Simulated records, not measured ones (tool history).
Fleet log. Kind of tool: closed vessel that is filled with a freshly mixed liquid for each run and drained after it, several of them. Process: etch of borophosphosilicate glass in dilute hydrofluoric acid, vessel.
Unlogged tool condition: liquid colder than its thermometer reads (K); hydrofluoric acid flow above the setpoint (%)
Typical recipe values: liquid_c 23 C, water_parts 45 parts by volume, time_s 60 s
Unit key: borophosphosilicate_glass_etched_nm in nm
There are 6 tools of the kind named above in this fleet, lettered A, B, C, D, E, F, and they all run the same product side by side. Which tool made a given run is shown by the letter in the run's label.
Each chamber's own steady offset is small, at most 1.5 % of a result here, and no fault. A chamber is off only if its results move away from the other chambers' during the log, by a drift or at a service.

run   hour  liquid_c  water_parts  time_s  hours since the thermometer was replaced  hours since the hydrofluoric acid flow meter was replaced  read-back film thickness of the borophosphosilicate glass reference wafer, read on the same gauge (nm)  borophosphosilicate_glass_etched_nm
 1F    5.3        23           45      60                                    1727.6                                                      591.8                                                                                                  50.002                               61.906
 2E     13        23           45      60                                    1169.9                                                      387.2                                                                                                  50.008                               61.197
 3B   19.1        23           45      60                                     468.8                                                      960.8                                                                                                  50.007                               62.486
 4D   27.3        23           45      60                                    1002.3                                                      956.1                                                                                                  50.009                               62.829
      27.4  -- chamber B: hydrofluoric acid flow meter replaced
 5C   32.2        23           30      35                                     369.6                                                      761.6                                                                                                  50.016                                54.09
 6A   37.5        23           30      35                                    2093.3                                                      252.3                                                                                                  49.981                                55.23
 7B   46.1        23           30      35                                     495.8                                                       18.7                                                                                                  50.011                                55.53
 8F   51.5        23           30      35                                    1773.8                                                        638                                                                                                  49.962                               56.106
 9C   58.1        23           30      35                                     395.5                                                      787.5                                                                                                   49.97                               54.474
10D   62.6        23           30      35                                    1037.6                                                      991.4                                                                                                  49.988                               54.905
11A   69.7        23           45      60                                    2125.5                                                      284.5                                                                                                  49.992                               60.373
12E   75.1        23           45      60                                      1232                                                      449.3                                                                                                  49.982                               62.105
13C   84.1        23           45      60                                     421.5                                                      813.5                                                                                                  49.965                               62.149
14E     93        23           45      60                                    1249.9                                                      467.2                                                                                                      50                                61.36
15D     97        23           45      60                                      1072                                                     1025.8                                                                                                  49.987                               60.837
16F  101.3        23           45      60                                    1823.6                                                      687.8                                                                                                  50.014                               62.265
17A  108.3        23           45      60                                    2164.1                                                      323.1                                                                                                  50.016                                60.77
18B  112.3        23           45      60                                       562                                                       84.9                                                                                                  50.026                               62.421
19B  120.3        23           45      45                                       570                                                       92.9                                                                                                  49.999                               45.939
20F  127.5        23           45      45                                    1849.8                                                        714                                                                                                  50.008                               46.777
21C  131.6        23           45      45                                       469                                                        861                                                                                                  49.996                               47.775
22A    140        23           45      45                                    2195.8                                                      354.8                                                                                                  49.989                               45.598
23E  147.3        23           45      45                                    1304.2                                                      521.5                                                                                                  49.998                               45.671
24D  155.6        23           45      45                                    1130.6                                                     1084.4                                                                                                  49.999                               46.773
25F  164.9        23           45      60                                    1887.2                                                      751.4                                                                                                  50.012                               62.075
26D  173.2        23           60      45                                    1148.2                                                       1102                                                                                                  50.004                               33.838
27C  177.5        23           60      45                                     514.9                                                      906.9                                                                                                  50.003                               35.153
28E  183.7        23           60      45                                    1340.6                                                      557.9                                                                                                  49.995                               34.208
29B  192.6        23           60      45                                     642.3                                                      165.2                                                                                                   50.01                               33.584
30A  196.7        23           60      45                                    2252.5                                                      411.5                                                                                                  50.017                               32.876
31C  201.8        23           60      45                                     539.2                                                      931.2                                                                                                  50.011                               36.443
     203.9  -- chamber F: hydrofluoric acid flow meter replaced
32F  209.9        23           45      60                                    1932.2                                                        6.1                                                                                                  49.995                               62.533
33D  218.2        23           45      60                                    1193.2                                                       1147                                                                                                  50.017                               62.204
34A  223.7        23           45      60                                    2279.5                                                      438.5                                                                                                  49.997                               60.101
35B    233        23           45      60                                     682.7                                                      205.6                                                                                                  50.015                               63.151
36E    240        23           45      60                                    1396.9                                                      614.2                                                                                                  50.007                               61.646
37C  246.3        23           45      60                                     583.7                                                      975.7                                                                                                  50.002                               67.113
38B  253.6        23           45      60                                     703.3                                                      226.2                                                                                                  49.975                               62.258
39D  261.8        23           45      60                                    1236.8                                                     1190.6                                                                                                  49.996                               62.973
40F    267        23           45      60                                    1989.3                                                       63.2                                                                                                  49.996                               62.969
41E  273.2        23           45      60                                    1430.1                                                      647.4                                                                                                  50.004                               61.704
42A  282.3        23           45      60                                    2338.1                                                      497.1                                                                                                  49.997                               61.558

Does one chamber stand apart from the rest, does the shared gauge drift, or is all well apart from small per-chamber offsets? Give the chamber and the most likely cause, where there is one.

One chamber, C, drifts off from the rest bit by bit.
Cause: hydrofluoric acid flow above the setpoint (%) = 10.4.
The log may not separate it from: liquid hotter than its thermometer reads (K).

Which of the 4 candidates below, each the usual settings with something changed and its results left as question marks, puts chamber C back in line with what the other chambers give on the usual settings?
In-line tolerance around the mean of the other chambers on the usual settings: borophosphosilicate_glass_etched_nm 2 nm
43C-1  288.9      23.5           45      65                                                                                                                                                                                                                                                 ?
43C-2  288.9      22.5           45      55                                                                                                                                                                                                                                                 ?
43C-3  288.9      23.5           45      70                                                                                                                                                                                                                                                 ?
43C-4  288.9        23           45      50                                                                                                                                                                                                                                                 ?

Other chambers, usual settings, mean: borophosphosilicate_glass_etched_nm 61.696 nm
  run  borophosphosilicate_glass_etched_nm
43C-1                               75.942
43C-2                               61.629
43C-3                               81.783
43C-4                               57.211
It is 43C-2 that realigns the chamber with its peers.
